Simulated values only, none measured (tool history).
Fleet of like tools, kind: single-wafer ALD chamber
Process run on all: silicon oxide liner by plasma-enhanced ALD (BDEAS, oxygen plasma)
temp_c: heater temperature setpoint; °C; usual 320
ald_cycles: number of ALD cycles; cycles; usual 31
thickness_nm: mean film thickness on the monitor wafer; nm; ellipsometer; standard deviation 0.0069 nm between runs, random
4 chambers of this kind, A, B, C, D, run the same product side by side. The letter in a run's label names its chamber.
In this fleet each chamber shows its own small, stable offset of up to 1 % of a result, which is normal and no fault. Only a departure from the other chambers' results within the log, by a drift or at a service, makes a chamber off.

| run | hour | temp_c | ald_cycles | hours since the last thermocouple change | read-back reference wafer on the same gauge, thickness_nm | thickness_nm |
|---|---|---|---|---|---|---|
| 1D | 11.4 | 320 | 31 | 504.7 | 3.0394 | 2.8045 |
| 2C | 20.8 | 320 | 31 | 1236.8 | 3.0403 | 2.8100 |
| 3B | 31.6 | 320 | 31 | 781.3 | 3.0422 | 2.7677 |
| 4A | 40.9 | 320 | 31 | 483.1 | 3.0413 | 2.7986 |
| 5D | 54.3 | 320 | 31 | 547.6 | 3.0390 | 2.8067 |
| 6A | 67.6 | 320 | 31 | 509.8 | 3.0402 | 2.7903 |
| 7B | 75.4 | 320 | 31 | 825.1 | 3.0404 | 2.7921 |
| 8C | 91.2 | 320 | 34 | 1307.2 | 3.0394 | 3.0738 |
| 9C | 104.9 | 320 | 34 | 1320.9 | 3.0386 | 3.0791 |
| 10B | 112.2 | 320 | 34 | 861.9 | 3.0403 | 3.0632 |
| 11A | 121.2 | 320 | 34 | 563.4 | 3.0402 | 3.0723 |
| 12D | 133.3 | 320 | 31 | 626.6 | 3.0400 | 2.8003 |
| 13C | 142.5 | 320 | 31 | 1358.5 | 3.0406 | 2.8116 |
| 14A | 150.2 | 320 | 31 | 592.4 | 3.0412 | 2.8004 |
| 15B | 159.1 | 320 | 31 | 908.8 | 3.0404 | 2.7657 |
| 16D | 168.4 | 320 | 31 | 661.7 | 3.0393 | 2.8064 |
| 17B | 176.2 | 320 | 31 | 925.9 | 3.0407 | 2.7804 |
| 18D | 189.6 | 320 | 31 | 682.9 | 3.0407 | 2.8009 |
| 19C | 197.4 | 332 | 31 | 1413.4 | 3.0384 | 2.7609 |
| 20A | 207.8 | 332 | 31 | 650.0 | 3.0397 | 2.7452 |
| 21D | 215.4 | 332 | 31 | 708.7 | 3.0389 | 2.7585 |
| 22A | 227.6 | 332 | 31 | 669.8 | 3.0411 | 2.7461 |
| 23C | 235.8 | 320 | 31 | 1451.8 | 3.0390 | 2.8094 |
| 24B | 248.1 | 320 | 31 | 997.8 | 3.0413 | 2.7952 |
| 25A | 255.9 | 320 | 31 | 698.1 | 3.0409 | 2.8035 |
| 26B | 263.0 | 320 | 31 | 1012.7 | 3.0394 | 2.7882 |
| 27D | 272.6 | 320 | 31 | 765.9 | 3.0405 | 2.8147 |
| 28C | 286.4 | 320 | 31 | 1502.4 | 3.0404 | 2.8103 |
| 29D | 300.8 | 320 | 31 | 794.1 | 3.0401 | 2.8129 |
| 30B | 316.7 | 320 | 31 | 1066.4 | 3.0410 | 2.7820 |
| 31A | 324.7 | 320 | 31 | 766.9 | 3.0412 | 2.7812 |
| 32C | 337.2 | 307 | 29 | 1553.2 | 3.0412 | 2.6739 |
| 33A | 348.7 | 307 | 29 | 790.9 | 3.0418 | 2.6588 |
| 34D | 355.7 | 307 | 29 | 849.0 | 3.0394 | 2.6767 |
| 35B | 362.7 | 307 | 29 | 1112.4 | 3.0386 | 2.6481 |
| 36C | 372.2 | 320 | 31 | 1588.2 | 3.0381 | 2.8232 |
| 37D | 382.4 | 320 | 31 | 875.7 | 3.0392 | 2.8056 |
| 38A | 391.7 | 320 | 31 | 833.9 | 3.0387 | 2.7877 |

Has any chamber moved away from the others, gradually or after a service, or does the common gauge drift, or do the chambers differ only by their own small steady offsets? State the chamber and the most likely cause if one applies.

Beyond each chamber's small constant offset nothing stands out, and the gauge stays steady.

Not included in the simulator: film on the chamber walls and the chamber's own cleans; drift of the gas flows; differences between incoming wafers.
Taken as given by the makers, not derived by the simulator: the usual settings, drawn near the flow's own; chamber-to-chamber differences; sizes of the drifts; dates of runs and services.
